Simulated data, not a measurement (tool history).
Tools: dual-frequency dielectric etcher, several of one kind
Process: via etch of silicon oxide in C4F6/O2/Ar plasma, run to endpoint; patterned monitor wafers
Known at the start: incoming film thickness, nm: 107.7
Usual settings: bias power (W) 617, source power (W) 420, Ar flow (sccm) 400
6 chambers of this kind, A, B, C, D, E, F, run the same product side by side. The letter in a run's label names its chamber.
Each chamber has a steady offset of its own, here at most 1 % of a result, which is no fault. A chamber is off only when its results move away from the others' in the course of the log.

run,hour,bias power (W),source power (W),Ar flow (sccm),hours since the last wet clean,hours since the last bias power generator calibration,hours since the last source power generator calibration,hours since the last Ar flow controller change,endpoint time (s)
1D,7.3,617,420,400,463.9,1732.6,1469.8,706.4,22.318
2A,16.5,617,420,400,272.3,1760.7,954.8,877.6,22.318
# hour 21.4: chamber B: wet clean of the chamber
3E,23.6,617,420,400,188.9,1308.7,2593.4,2007.5,22.063
4B,34.7,617,420,400,13.4,938.1,2643.4,1075.4,22.322
5C,44.9,617,420,400,419.6,3361.4,1283.2,1818.8,22.033
6F,53.6,617,420,400,301.3,1189.1,1337.1,4964,22.062
7D,63.4,617,420,400,520,1788.7,1525.9,762.5,22.255
# hour 66.7: chamber E: source power generator calibrated
# hour 68.3: chamber D: wet clean of the chamber
8E,70.3,617,420,400,235.6,1355.4,3.7,2054.2,22.054
9B,81.5,617,420,400,60.2,984.9,2690.2,1122.2,22.209
10C,89.7,617,420,400,464.4,3406.2,1328,1863.6,22.014
11F,97.9,617,420,400,345.6,1233.4,1381.4,5008.3,22.091
12A,108.5,617,420,400,364.3,1852.7,1046.8,969.6,22.296
13D,113.9,617,420,400,45.6,1839.2,1576.4,813,22.075
14A,121.5,617,420,400,377.3,1865.7,1059.8,982.6,22.285
15C,130,617,420,400,504.7,3446.5,1368.3,1903.9,22.267
16B,139.3,617,510,451,118,1042.7,2748,1180,21.141
17F,147.2,617,510,451,394.9,1282.7,1430.7,5057.6,20.848
18E,157.8,617,510,451,323.1,1442.9,91.2,2141.7,20.849
19F,164.3,617,510,451,412,1299.8,1447.8,5074.7,21.032
# hour 171: chamber E: Ar flow controller replaced
20A,172.3,617,510,451,428.1,1916.5,1110.6,1033.4,21.41
21B,180.2,617,510,451,158.9,1083.6,2788.9,1220.9,21.055
22C,185.7,617,420,400,560.4,3502.2,1424,1959.6,22.226
23D,193.8,617,420,400,125.5,1919.1,1656.3,892.9,22.035
# hour 195: chamber C: wet clean of the chamber
24E,201.4,617,420,400,366.7,1486.5,134.8,30.5,22.12
25D,211.4,617,420,400,143.1,1936.7,1673.9,910.5,22.184
26C,221.2,617,420,400,26.2,3537.7,1459.5,1995.1,22.018
27E,232.4,617,420,400,397.7,1517.5,165.8,61.5,22.051
28A,241.1,617,420,400,496.9,1985.3,1179.4,1102.2,22.873
29B,246.4,617,420,400,225.1,1149.8,2855.1,1287.1,22.439
30F,253,617,420,400,500.7,1388.5,1536.5,5163.4,22.201
31B,258.3,617,420,400,237,1161.7,2867,1299,22.351
32C,265.1,617,420,400,70.1,3581.6,1503.4,2039,22.078
33F,275.2,617,420,400,522.9,1410.7,1558.7,5185.6,22.297
# hour 281.8: chamber F: wet clean of the chamber
34A,284.9,617,420,400,540.7,2029.1,1223.2,1146,23.038
35E,292.1,617,420,400,457.4,1577.2,225.5,121.2,22.006
36D,303.1,617,420,400,234.8,2028.4,1765.6,1002.2,22.109
37C,313.3,617,420,400,118.3,3629.8,1551.6,2087.2,22.183
38E,319.5,617,420,400,484.8,1604.6,252.9,148.6,21.967
39D,327.3,617,420,400,259,2052.6,1789.8,1026.4,22.104
40F,333.7,617,420,400,52,1469.2,1617.2,5244.1,22.158

Is one chamber off against the others, does the gauge drift, or is nothing wrong? If a chamber is off, say which, and what the likeliest cause is.

Chamber A drifts away from the others.
Cause: etch rate under this chamber's usual, % = 3.73.

Here are 4 candidates for chamber A's next run, each the usual settings with a change, their results left as question marks. Which one brings its results back in line with what the others give on the usual settings?
In line means no further than this from the other chambers' mean on the usual settings: endpoint time (s) 0.32
41A-1,341.8,617,420,260,,,,,?
41A-2,341.8,576,400,408,,,,,?
41A-3,341.8,617,400,407,,,,,?
41A-4,341.8,636,430,400,,,,,?

The other chambers' mean on the usual settings: endpoint time (s) 22.172
run,endpoint time (s)
41A-1,22.226
41A-2,24.382
41A-3,23.752
41A-4,22.833
41A-1 brings the chamber back in line.

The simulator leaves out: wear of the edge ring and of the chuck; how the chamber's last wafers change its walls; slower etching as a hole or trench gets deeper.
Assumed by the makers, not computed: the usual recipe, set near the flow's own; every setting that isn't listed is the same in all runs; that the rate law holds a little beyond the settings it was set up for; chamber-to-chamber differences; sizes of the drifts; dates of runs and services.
